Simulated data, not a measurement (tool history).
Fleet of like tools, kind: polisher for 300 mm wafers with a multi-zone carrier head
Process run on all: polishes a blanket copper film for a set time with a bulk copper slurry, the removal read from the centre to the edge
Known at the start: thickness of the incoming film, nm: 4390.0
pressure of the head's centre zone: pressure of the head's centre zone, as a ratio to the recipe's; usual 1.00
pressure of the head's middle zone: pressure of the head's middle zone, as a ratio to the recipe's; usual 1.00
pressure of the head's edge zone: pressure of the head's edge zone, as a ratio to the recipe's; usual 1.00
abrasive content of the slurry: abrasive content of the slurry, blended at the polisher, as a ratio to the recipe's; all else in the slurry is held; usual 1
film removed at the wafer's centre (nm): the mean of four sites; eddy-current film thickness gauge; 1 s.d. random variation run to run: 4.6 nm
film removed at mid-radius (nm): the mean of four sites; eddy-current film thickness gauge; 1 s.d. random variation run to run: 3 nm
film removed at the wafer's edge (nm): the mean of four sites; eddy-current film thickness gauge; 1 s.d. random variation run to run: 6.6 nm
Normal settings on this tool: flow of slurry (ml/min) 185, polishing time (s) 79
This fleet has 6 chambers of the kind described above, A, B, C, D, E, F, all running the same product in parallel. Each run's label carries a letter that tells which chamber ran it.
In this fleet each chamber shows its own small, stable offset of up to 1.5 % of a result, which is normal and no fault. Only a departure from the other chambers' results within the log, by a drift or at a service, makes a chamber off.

run,hour,flow of slurry (ml/min),pressure of the head's centre zone,pressure of the head's middle zone,pressure of the head's edge zone,abrasive content of the slurry,polishing time (s),wafers polished on this pad,hours since the slurry nozzle was cleaned,hours since the centre zone pressure was calibrated,hours since the edge zone pressure was calibrated,film removed at the wafer's centre (nm),film removed at mid-radius (nm),film removed at the wafer's edge (nm)
1D,5.8,185,1.00,1.00,1.00,1,79,613,529.5,310.0,655.9,473.44,465.31,479.01
2C,16.6,185,1.00,1.00,1.00,1,79,226,181.1,769.8,291.8,473.74,468.85,475.27
3A,24.5,185,1.00,1.00,1.00,1,79,302,237.1,454.6,408.9,478.31,474.91,475.33
# hour 25.8: chamber F: worn pad replaced by a new one
# hour 27.1: chamber B: centre zone pressure recalibrated
4B,32.2,185,1.00,1.00,1.00,1,79,273,159.4,5.1,215.4,468.76,472.48,472.37
5F,38.9,185,1.00,1.00,1.00,1,79,98,183.7,673.1,195.8,472.72,473.14,465.97
# hour 43.1: chamber E: edge zone pressure recalibrated
6E,46.2,185,1.00,1.00,1.00,1,79,841,131.0,806.1,3.2,481.04,476.08,480.06
7A,56.3,185,1.00,1.00,1.00,1,79,541,268.9,486.4,440.7,475.43,475.37,470.71
# hour 59.5: chamber B: worn pad replaced by a new one
8F,65.5,185,1.00,0.94,1.00,1,79,298,210.3,699.7,222.4,476.76,452.68,471.20
# hour 65.9: chamber C: worn pad replaced by a new one
9C,71.6,185,1.00,0.94,1.00,1,79,43,236.1,824.8,346.8,470.25,446.21,490.29
# hour 79.4: chamber E: centre zone pressure recalibrated
10B,83.6,185,1.00,0.94,1.00,1,79,181,210.8,56.5,266.8,471.03,450.68,470.46
11E,89.5,185,1.00,0.94,1.00,1,79,1166,174.3,10.2,46.5,474.43,451.85,487.22
# hour 91.4: chamber E: worn pad replaced by a new one
# hour 97.1: chamber A: worn pad replaced by a new one
12D,99.7,185,1.00,0.94,1.00,1,79,1318,623.4,403.9,749.8,464.71,453.73,467.35
13B,105.7,185,1.00,0.94,1.00,1,79,347,232.9,78.6,288.9,470.61,452.28,475.49
# hour 108.6: chamber C: centre zone pressure recalibrated
14F,117.2,185,1.00,1.00,1.00,1,79,686,262.0,751.4,274.1,481.45,469.38,476.44
15A,125.7,185,1.00,1.00,1.00,1,68,215,338.3,555.8,510.1,413.08,410.05,410.71
16E,131.4,185,1.00,1.00,1.00,1,68,300,216.2,52.1,88.4,410.70,408.55,421.67
# hour 132.9: chamber B: worn pad replaced by a new one
# hour 136.1: chamber C: worn pad replaced by a new one
17D,137.4,185,1.00,1.00,1.00,1,68,1601,661.1,441.6,787.5,406.26,405.53,400.33
# hour 142.7: chamber F: worn pad replaced by a new one
18C,144.7,185,1.00,1.00,1.00,1,68,65,309.2,36.1,419.9,396.01,404.30,411.04
# hour 148.3: chamber D: slurry nozzle cleaned
19B,154.8,185,1.00,1.00,1.00,1,68,164,282.0,127.7,338.0,402.70,403.80,406.17
20A,164.0,185,1.00,1.00,1.00,1,68,502,376.6,594.1,548.4,408.63,409.77,412.21
21D,174.4,185,1.00,1.00,1.00,1,79,1879,26.2,478.6,824.5,472.62,463.81,475.59
# hour 180.2: chamber C: slurry nozzle cleaned
22E,182.3,185,1.08,1.00,1.00,1,79,682,267.1,103.0,139.3,521.57,477.20,480.84
23F,193.8,185,1.08,1.00,1.00,1,79,384,338.6,828.0,350.7,529.16,475.60,469.21
# hour 196.9: chamber A: worn pad replaced by a new one
# hour 204.5: chamber B: worn pad replaced by a new one
24C,204.7,185,1.08,1.00,1.00,1,79,515,24.6,96.1,479.9,501.63,472.49,484.47
25E,210.9,185,1.08,1.00,1.00,1,79,897,295.7,131.6,167.9,519.77,472.14,477.84
26A,221.5,185,1.08,1.00,1.00,1,79,185,434.1,651.6,605.9,518.84,474.86,486.96
# hour 222.4: chamber C: worn pad replaced by a new one
27C,231.4,185,1.08,1.00,1.00,1,79,67,51.3,122.8,506.6,513.88,472.91,477.74
28B,238.2,185,1.04,1.00,1.00,1,79,253,365.4,211.1,421.4,498.57,473.47,464.45
29F,247.0,185,1.04,1.00,1.00,1,79,783,391.8,881.2,403.9,494.85,471.37,472.16
30D,258.8,185,1.04,1.00,1.00,1,79,2512,110.6,563.0,908.9,483.15,459.57,459.52
31A,266.6,185,1.04,1.00,1.00,1,79,523,479.2,696.7,651.0,499.41,472.42,477.80
# hour 266.8: chamber E: worn pad replaced by a new one
32D,277.9,185,1.04,1.00,1.00,1,79,2656,129.7,582.1,928.0,482.70,458.48,443.67
# hour 279.8: chamber B: worn pad replaced by a new one
# hour 287.1: chamber F: worn pad replaced by a new one
33F,287.1,185,1.04,1.00,1.00,1,79,0,431.9,921.3,444.0,492.51,473.62,471.05
34E,293.0,185,1.00,1.00,1.00,1,79,197,377.8,213.7,250.0,475.39,475.53,480.19
# hour 299.1: chamber A: worn pad replaced by a new one
35C,299.6,185,1.00,1.00,1.00,1,79,579,119.5,191.0,574.8,466.27,470.41,473.11
# hour 302.5: chamber A: centre zone pressure recalibrated
36B,308.9,185,1.00,0.94,1.07,1,79,219,436.1,281.8,492.1,467.91,449.93,483.43
37A,316.9,185,1.00,0.94,1.07,1,79,134,529.5,14.5,701.3,474.58,441.83,493.89

Which is it: a chamber that has drifted or been left off by a service, a gauge drift common to all chambers, or only each chamber's usual small offset? If a chamber is off, name it and its likeliest cause.

Little by little, chamber D moves away from the other chambers.
Most likely cause: removal rate lost through wear of the pad, % = 5.17.

Chamber D could run next with any of the 4 candidate recipes listed below; each alters the usual settings, and their results appear as question marks. Which one brings its results back in line with what the other chambers deliver on the usual settings?
A result is in line if it is within this distance of the other chambers' mean on the usual settings: film removed at the wafer's centre (nm) 16.00; film removed at mid-radius (nm) 10.00; film removed at the wafer's edge (nm) 23.00
38D-1,325.6,185,1.00,1.00,1.00,1,80,,,,,?,?,?
38D-2,325.6,185,0.99,1.00,1.01,1,83,,,,,?,?,?
38D-3,325.6,185,1.00,1.00,1.00,1,78,,,,,?,?,?
38D-4,325.6,185,1.01,1.00,0.99,1,75,,,,,?,?,?

The mean the other chambers reach with the usual settings: film removed at the wafer's centre (nm) 472.89; film removed at mid-radius (nm) 473.50; film removed at the wafer's edge (nm) 474.25
run,film removed at the wafer's centre (nm),film removed at mid-radius (nm),film removed at the wafer's edge (nm)
38D-1,459.56,455.67,455.23
38D-2,471.55,472.78,474.75
38D-3,448.07,444.28,443.85
38D-4,435.58,427.17,424.56
38D-2 is the one that brings the chamber's results back in line with the other chambers.
